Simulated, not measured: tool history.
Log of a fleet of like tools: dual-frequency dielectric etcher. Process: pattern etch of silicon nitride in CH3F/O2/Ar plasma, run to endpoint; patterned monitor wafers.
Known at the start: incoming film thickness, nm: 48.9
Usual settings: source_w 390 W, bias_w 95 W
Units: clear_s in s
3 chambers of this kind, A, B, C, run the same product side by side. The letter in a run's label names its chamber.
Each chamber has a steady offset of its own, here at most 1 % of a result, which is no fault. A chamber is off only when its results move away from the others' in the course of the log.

run 1C hour=6.5 | source_w=390 bias_w=95 | clear_s=65.355
run 2A hour=10.8 | source_w=390 bias_w=95 | clear_s=64.456
run 3B hour=15.3 | source_w=390 bias_w=95 | clear_s=65.043
run 4A hour=20.9 | source_w=390 bias_w=95 | clear_s=64.539
run 5B hour=27.4 | source_w=390 bias_w=95 | clear_s=65.198
run 6C hour=32.4 | source_w=390 bias_w=95 | clear_s=65.286
run 7B hour=39.8 | source_w=390 bias_w=95 | clear_s=65.393
-- hour=44.7 chamber B: bias power generator calibrated
run 8A hour=48.3 | source_w=390 bias_w=95 | clear_s=64.455
run 9C hour=54 | source_w=480 bias_w=95 | clear_s=60.315
run 10A hour=60.5 | source_w=480 bias_w=95 | clear_s=59.803
run 11B hour=68.9 | source_w=480 bias_w=95 | clear_s=60.058
run 12C hour=74.1 | source_w=310 bias_w=81 | clear_s=75.295
-- hour=80.5 chamber B: wet clean of the chamber
run 13B hour=81.7 | source_w=310 bias_w=81 | clear_s=72.313
run 14C hour=86.1 | source_w=310 bias_w=81 | clear_s=75.38
run 15A hour=90.8 | source_w=390 bias_w=95 | clear_s=64.679
run 16A hour=96.4 | source_w=390 bias_w=95 | clear_s=64.621
run 17B hour=101.6 | source_w=390 bias_w=95 | clear_s=62.461
run 18C hour=108.3 | source_w=350 bias_w=110 | clear_s=64.523
run 19A hour=115.2 | source_w=350 bias_w=110 | clear_s=63.537
run 20C hour=124.2 | source_w=350 bias_w=110 | clear_s=63.816
run 21B hour=130.8 | source_w=390 bias_w=95 | clear_s=62.622
run 22C hour=137.7 | source_w=390 bias_w=95 | clear_s=65.188
run 23B hour=145.8 | source_w=320 bias_w=77 | clear_s=72.778
run 24A hour=149.8 | source_w=320 bias_w=77 | clear_s=74.493
run 25B hour=155.1 | source_w=320 bias_w=77 | clear_s=72.545
run 26C hour=161.2 | source_w=390 bias_w=95 | clear_s=65.013
run 27A hour=169.5 | source_w=390 bias_w=95 | clear_s=64.357
run 28C hour=174.2 | source_w=390 bias_w=95 | clear_s=65.124
run 29B hour=180.7 | source_w=390 bias_w=95 | clear_s=62.319
run 30A hour=188.3 | source_w=390 bias_w=113 | clear_s=60.452
run 31B hour=192.8 | source_w=390 bias_w=113 | clear_s=58.588
run 32A hour=198.4 | source_w=390 bias_w=113 | clear_s=60.56
run 33C hour=204.4 | source_w=390 bias_w=95 | clear_s=65.183

Next, every chamber runs the same settings. What will each give?
run 34A hour=210.9 | source_w=390 bias_w=103 | clear_s=?
run 34B hour=210.9 | source_w=390 bias_w=103 | clear_s=?
run 34C hour=210.9 | source_w=390 bias_w=103 | clear_s=?

run=34A clear_s=62.629
run=34B clear_s=60.509
run=34C clear_s=63.268

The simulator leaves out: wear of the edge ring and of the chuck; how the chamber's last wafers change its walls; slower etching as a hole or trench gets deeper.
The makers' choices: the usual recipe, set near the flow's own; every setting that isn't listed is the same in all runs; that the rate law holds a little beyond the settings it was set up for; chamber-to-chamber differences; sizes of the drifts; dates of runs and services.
